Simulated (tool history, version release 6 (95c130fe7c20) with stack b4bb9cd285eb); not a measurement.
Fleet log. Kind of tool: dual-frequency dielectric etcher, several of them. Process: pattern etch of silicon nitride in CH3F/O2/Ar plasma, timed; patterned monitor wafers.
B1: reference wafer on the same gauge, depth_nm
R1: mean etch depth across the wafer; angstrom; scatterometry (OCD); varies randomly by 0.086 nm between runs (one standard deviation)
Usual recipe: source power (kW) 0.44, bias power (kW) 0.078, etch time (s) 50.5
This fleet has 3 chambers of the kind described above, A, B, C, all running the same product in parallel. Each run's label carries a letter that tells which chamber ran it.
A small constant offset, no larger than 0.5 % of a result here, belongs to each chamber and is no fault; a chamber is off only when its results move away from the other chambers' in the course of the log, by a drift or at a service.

{"run": "1B", "hour": 7.4, "source power (kW)": 0.44, "bias power (kW)": 0.078, "etch time (s)": 50.5, "B1": 33.092, "R1": 376.87}
{"run": "2A", "hour": 12.1, "source power (kW)": 0.44, "bias power (kW)": 0.078, "etch time (s)": 50.5, "B1": 33.11, "R1": 375.03}
{"run": "3C", "hour": 20.4, "source power (kW)": 0.44, "bias power (kW)": 0.078, "etch time (s)": 50.5, "B1": 33.1, "R1": 377.8}
{"run": "4B", "hour": 27.8, "source power (kW)": 0.44, "bias power (kW)": 0.078, "etch time (s)": 50.5, "B1": 33.099, "R1": 375.77}
{"hour": 31.8, "done": "chamber B: bias power generator calibrated"}
{"run": "5A", "hour": 33.0, "source power (kW)": 0.44, "bias power (kW)": 0.078, "etch time (s)": 50.5, "B1": 33.1, "R1": 375.92}
{"run": "6C", "hour": 39.3, "source power (kW)": 0.44, "bias power (kW)": 0.078, "etch time (s)": 50.5, "B1": 33.088, "R1": 378.21}
{"run": "7C", "hour": 44.8, "source power (kW)": 0.44, "bias power (kW)": 0.078, "etch time (s)": 50.5, "B1": 33.106, "R1": 379.83}
{"run": "8B", "hour": 53.1, "source power (kW)": 0.44, "bias power (kW)": 0.078, "etch time (s)": 50.5, "B1": 33.1, "R1": 375.24}
{"run": "9A", "hour": 61.5, "source power (kW)": 0.44, "bias power (kW)": 0.078, "etch time (s)": 56.5, "B1": 33.099, "R1": 418.83}
{"run": "10B", "hour": 67.7, "source power (kW)": 0.44, "bias power (kW)": 0.078, "etch time (s)": 56.5, "B1": 33.097, "R1": 420.78}
{"run": "11C", "hour": 72.5, "source power (kW)": 0.44, "bias power (kW)": 0.078, "etch time (s)": 56.5, "B1": 33.119, "R1": 423.14}
{"run": "12A", "hour": 77.5, "source power (kW)": 0.44, "bias power (kW)": 0.078, "etch time (s)": 50.5, "B1": 33.104, "R1": 373.96}
{"run": "13C", "hour": 84.2, "source power (kW)": 0.44, "bias power (kW)": 0.078, "etch time (s)": 50.5, "B1": 33.103, "R1": 378.79}
{"run": "14B", "hour": 89.1, "source power (kW)": 0.44, "bias power (kW)": 0.078, "etch time (s)": 50.5, "B1": 33.092, "R1": 376.98}
{"run": "15A", "hour": 93.3, "source power (kW)": 0.44, "bias power (kW)": 0.078, "etch time (s)": 50.5, "B1": 33.103, "R1": 374.26}
{"run": "16B", "hour": 98.9, "source power (kW)": 0.44, "bias power (kW)": 0.078, "etch time (s)": 50.5, "B1": 33.106, "R1": 376.83}
{"run": "17C", "hour": 104.3, "source power (kW)": 0.44, "bias power (kW)": 0.078, "etch time (s)": 50.5, "B1": 33.089, "R1": 378.36}
{"run": "18A", "hour": 110.0, "source power (kW)": 0.44, "bias power (kW)": 0.078, "etch time (s)": 50.5, "B1": 33.102, "R1": 372.3}
{"run": "19B", "hour": 116.5, "source power (kW)": 0.44, "bias power (kW)": 0.078, "etch time (s)": 50.5, "B1": 33.101, "R1": 378.17}
{"run": "20A", "hour": 124.8, "source power (kW)": 0.44, "bias power (kW)": 0.078, "etch time (s)": 50.5, "B1": 33.09, "R1": 372.12}
{"hour": 126.5, "done": "chamber C: wet clean of the chamber"}
{"run": "21C", "hour": 132.0, "source power (kW)": 0.44, "bias power (kW)": 0.078, "etch time (s)": 50.5, "B1": 33.116, "R1": 378}
{"run": "22B", "hour": 138.5, "source power (kW)": 0.35, "bias power (kW)": 0.065, "etch time (s)": 50.5, "B1": 33.082, "R1": 325.01}
{"run": "23C", "hour": 145.5, "source power (kW)": 0.35, "bias power (kW)": 0.065, "etch time (s)": 50.5, "B1": 33.103, "R1": 326.45}
{"run": "24A", "hour": 149.3, "source power (kW)": 0.35, "bias power (kW)": 0.065, "etch time (s)": 50.5, "B1": 33.097, "R1": 321.9}
{"run": "25B", "hour": 156.6, "source power (kW)": 0.44, "bias power (kW)": 0.078, "etch time (s)": 50.5, "B1": 33.108, "R1": 377.73}
{"run": "26A", "hour": 162.1, "source power (kW)": 0.44, "bias power (kW)": 0.071, "etch time (s)": 58.5, "B1": 33.109, "R1": 416.98}
{"run": "27C", "hour": 167.4, "source power (kW)": 0.44, "bias power (kW)": 0.071, "etch time (s)": 58.5, "B1": 33.114, "R1": 424.43}
{"run": "28B", "hour": 173.5, "source power (kW)": 0.44, "bias power (kW)": 0.071, "etch time (s)": 58.5, "B1": 33.091, "R1": 424.15}
{"run": "29A", "hour": 182.1, "source power (kW)": 0.44, "bias power (kW)": 0.078, "etch time (s)": 50.5, "B1": 33.097, "R1": 371.97}
{"run": "30C", "hour": 185.9, "source power (kW)": 0.44, "bias power (kW)": 0.078, "etch time (s)": 50.5, "B1": 33.122, "R1": 379.13}
{"run": "31B", "hour": 193.9, "source power (kW)": 0.44, "bias power (kW)": 0.062, "etch time (s)": 50.5, "B1": 33.113, "R1": 349.85}
{"run": "32A", "hour": 197.9, "source power (kW)": 0.44, "bias power (kW)": 0.062, "etch time (s)": 50.5, "B1": 33.114, "R1": 344.05}
{"hour": 202.0, "done": "chamber B: source power generator calibrated"}
{"run": "33C", "hour": 205.9, "source power (kW)": 0.44, "bias power (kW)": 0.062, "etch time (s)": 50.5, "B1": 33.114, "R1": 349.24}
{"run": "34A", "hour": 212.5, "source power (kW)": 0.44, "bias power (kW)": 0.078, "etch time (s)": 64, "B1": 33.1, "R1": 470.12}
{"run": "35C", "hour": 218.6, "source power (kW)": 0.44, "bias power (kW)": 0.078, "etch time (s)": 64, "B1": 33.11, "R1": 479.95}
{"run": "36B", "hour": 224.3, "source power (kW)": 0.44, "bias power (kW)": 0.078, "etch time (s)": 64, "B1": 33.115, "R1": 477.5}
{"run": "37B", "hour": 231.0, "source power (kW)": 0.44, "bias power (kW)": 0.078, "etch time (s)": 50.5, "B1": 33.127, "R1": 376.22}
{"run": "38C", "hour": 238.6, "source power (kW)": 0.44, "bias power (kW)": 0.078, "etch time (s)": 50.5, "B1": 33.103, "R1": 379.14}
{"run": "39A", "hour": 245.7, "source power (kW)": 0.44, "bias power (kW)": 0.078, "etch time (s)": 50.5, "B1": 33.105, "R1": 367.94}

What goes on in this fleet: one chamber off, a drifting gauge, or nothing beyond the chambers' own small offsets? Name the chamber and the cause, if any.

It is chamber A that slowly wanders off from its peers.
Most likely cause: source power that arrives under what is set, % = 4.21.
Not necessarily distinguishable in this log from: etch rate under this chamber's usual, %; bias power that arrives under what is set, %.

Chamber A could run next with any of the 4 candidate recipes listed below; each alters the usual settings, and their results appear as question marks. Which one brings its results back in line with what the other chambers deliver on the usual settings?
In line means no further than this from the other chambers' mean on the usual settings: R1 3 angstrom
{"run": "40A-1", "hour": 251.9, "source power (kW)": 0.44, "bias power (kW)": 0.078, "etch time (s)": 49.5, "R1": "?"}
{"run": "40A-2", "hour": 251.9, "source power (kW)": 0.44, "bias power (kW)": 0.08, "etch time (s)": 50.5, "R1": "?"}
{"run": "40A-3", "hour": 251.9, "source power (kW)": 0.43, "bias power (kW)": 0.078, "etch time (s)": 50.5, "R1": "?"}
{"run": "40A-4", "hour": 251.9, "source power (kW)": 0.44, "bias power (kW)": 0.078, "etch time (s)": 51.5, "R1": "?"}

On the usual settings, the other chambers give on average: R1 377.62 angstrom
run=40A-1 R1=362.09
run=40A-2 R1=372.63
run=40A-3 R1=366.26
run=40A-4 R1=376.72
40A-4 brings the chamber back in line.
